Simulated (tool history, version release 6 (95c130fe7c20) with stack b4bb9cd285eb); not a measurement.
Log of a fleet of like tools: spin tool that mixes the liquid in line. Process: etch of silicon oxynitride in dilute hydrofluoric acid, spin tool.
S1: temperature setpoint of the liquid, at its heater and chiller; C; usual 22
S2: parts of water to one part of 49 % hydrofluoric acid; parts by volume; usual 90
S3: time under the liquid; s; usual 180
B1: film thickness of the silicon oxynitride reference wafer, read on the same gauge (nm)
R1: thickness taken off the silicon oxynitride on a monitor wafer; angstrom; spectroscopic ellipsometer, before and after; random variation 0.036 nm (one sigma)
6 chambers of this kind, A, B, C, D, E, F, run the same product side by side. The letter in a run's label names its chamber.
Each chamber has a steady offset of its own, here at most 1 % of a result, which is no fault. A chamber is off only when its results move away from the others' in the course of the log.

{"hour": 11.1, "done": "chamber A: hydrofluoric acid flow meter replaced"}
{"run": "1E", "hour": 13.2, "S1": 22, "S2": 90, "S3": 180, "B1": 150.03, "R1": 54.814}
{"run": "2F", "hour": 19.8, "S1": 22, "S2": 90, "S3": 180, "B1": 150.0, "R1": 54.72}
{"run": "3B", "hour": 31.1, "S1": 22, "S2": 90, "S3": 180, "B1": 150.02, "R1": 55.41}
{"run": "4A", "hour": 39.3, "S1": 22, "S2": 90, "S3": 180, "B1": 149.99, "R1": 55.094}
{"run": "5D", "hour": 49.8, "S1": 22, "S2": 90, "S3": 180, "B1": 149.97, "R1": 55.35}
{"run": "6C", "hour": 61.7, "S1": 22, "S2": 90, "S3": 180, "B1": 150.0, "R1": 55.847}
{"run": "7D", "hour": 72.4, "S1": 22, "S2": 50, "S3": 105, "B1": 149.98, "R1": 59.315}
{"run": "8E", "hour": 78.4, "S1": 22, "S2": 50, "S3": 105, "B1": 150.01, "R1": 59.361}
{"run": "9C", "hour": 88.4, "S1": 22, "S2": 50, "S3": 105, "B1": 149.98, "R1": 60.337}
{"run": "10B", "hour": 95.3, "S1": 22, "S2": 50, "S3": 105, "B1": 150.0, "R1": 59.909}
{"run": "11A", "hour": 103.9, "S1": 22, "S2": 50, "S3": 105, "B1": 150.02, "R1": 60.106}
{"run": "12F", "hour": 117.1, "S1": 22, "S2": 50, "S3": 105, "B1": 150.01, "R1": 58.572}
{"run": "13B", "hour": 129.6, "S1": 22, "S2": 90, "S3": 180, "B1": 150.03, "R1": 55.336}
{"run": "14D", "hour": 138.6, "S1": 22, "S2": 90, "S3": 180, "B1": 150.01, "R1": 55.107}
{"run": "15C", "hour": 145.0, "S1": 22, "S2": 90, "S3": 180, "B1": 149.98, "R1": 55.308}
{"run": "16F", "hour": 154.1, "S1": 22, "S2": 90, "S3": 180, "B1": 150.02, "R1": 54.658}
{"run": "17A", "hour": 160.6, "S1": 22, "S2": 90, "S3": 180, "B1": 149.99, "R1": 54.977}
{"run": "18E", "hour": 166.5, "S1": 22, "S2": 90, "S3": 180, "B1": 149.98, "R1": 54.957}
{"run": "19C", "hour": 176.8, "S1": 22, "S2": 90, "S3": 180, "B1": 150.02, "R1": 54.807}
{"run": "20F", "hour": 188.0, "S1": 22, "S2": 90, "S3": 180, "B1": 150.0, "R1": 54.552}
{"run": "21A", "hour": 195.1, "S1": 22, "S2": 90, "S3": 180, "B1": 150.01, "R1": 54.363}
{"run": "22D", "hour": 203.9, "S1": 22, "S2": 90, "S3": 180, "B1": 150.02, "R1": 55.677}
{"run": "23E", "hour": 213.9, "S1": 24, "S2": 90, "S3": 250, "B1": 149.98, "R1": 83.844}
{"run": "24B", "hour": 225.1, "S1": 24, "S2": 90, "S3": 250, "B1": 150.01, "R1": 82.992}
{"run": "25C", "hour": 232.2, "S1": 24, "S2": 90, "S3": 250, "B1": 150.0, "R1": 84.482}
{"run": "26F", "hour": 242.1, "S1": 24, "S2": 90, "S3": 250, "B1": 150.0, "R1": 83.704}
{"run": "27A", "hour": 249.3, "S1": 24, "S2": 90, "S3": 250, "B1": 150.01, "R1": 81.223}
{"run": "28B", "hour": 256.5, "S1": 24, "S2": 90, "S3": 250, "B1": 149.99, "R1": 83.83}
{"run": "29D", "hour": 270.0, "S1": 22, "S2": 90, "S3": 180, "B1": 150.0, "R1": 55.351}
{"run": "30E", "hour": 280.1, "S1": 22, "S2": 90, "S3": 120, "B1": 150.02, "R1": 36.513}
{"run": "31E", "hour": 293.1, "S1": 22, "S2": 90, "S3": 120, "B1": 149.99, "R1": 36.947}
{"run": "32A", "hour": 299.2, "S1": 22, "S2": 90, "S3": 120, "B1": 150.0, "R1": 35.521}
{"run": "33B", "hour": 305.5, "S1": 22, "S2": 90, "S3": 120, "B1": 150.01, "R1": 36.874}
{"run": "34D", "hour": 311.4, "S1": 22, "S2": 90, "S3": 120, "B1": 149.99, "R1": 36.604}
{"hour": 313.4, "done": "chamber F: hydrofluoric acid flow meter replaced"}
{"run": "35C", "hour": 324.3, "S1": 22, "S2": 90, "S3": 120, "B1": 150.0, "R1": 36.501}
{"run": "36F", "hour": 332.6, "S1": 22, "S2": 90, "S3": 180, "B1": 149.99, "R1": 53.932}
{"run": "37C", "hour": 341.9, "S1": 22, "S2": 90, "S3": 180, "B1": 150.0, "R1": 54.51}
{"run": "38F", "hour": 350.9, "S1": 22, "S2": 90, "S3": 180, "B1": 150.0, "R1": 55.262}
{"run": "39A", "hour": 363.1, "S1": 22, "S2": 90, "S3": 180, "B1": 149.99, "R1": 52.149}

Next, every chamber runs the same settings. What will each give?
{"run": "40A", "hour": 372.7, "S1": 22, "S2": 90, "S3": 180, "R1": "?"}
{"run": "40B", "hour": 372.7, "S1": 22, "S2": 90, "S3": 180, "R1": "?"}
{"run": "40C", "hour": 372.7, "S1": 22, "S2": 90, "S3": 180, "R1": "?"}
{"run": "40D", "hour": 372.7, "S1": 22, "S2": 90, "S3": 180, "R1": "?"}
{"run": "40E", "hour": 372.7, "S1": 22, "S2": 90, "S3": 180, "R1": "?"}
{"run": "40F", "hour": 372.7, "S1": 22, "S2": 90, "S3": 180, "R1": "?"}

run=40A R1=50.960
run=40B R1=54.789
run=40C R1=55.035
run=40D R1=55.273
run=40E R1=54.882
run=40F R1=55.293
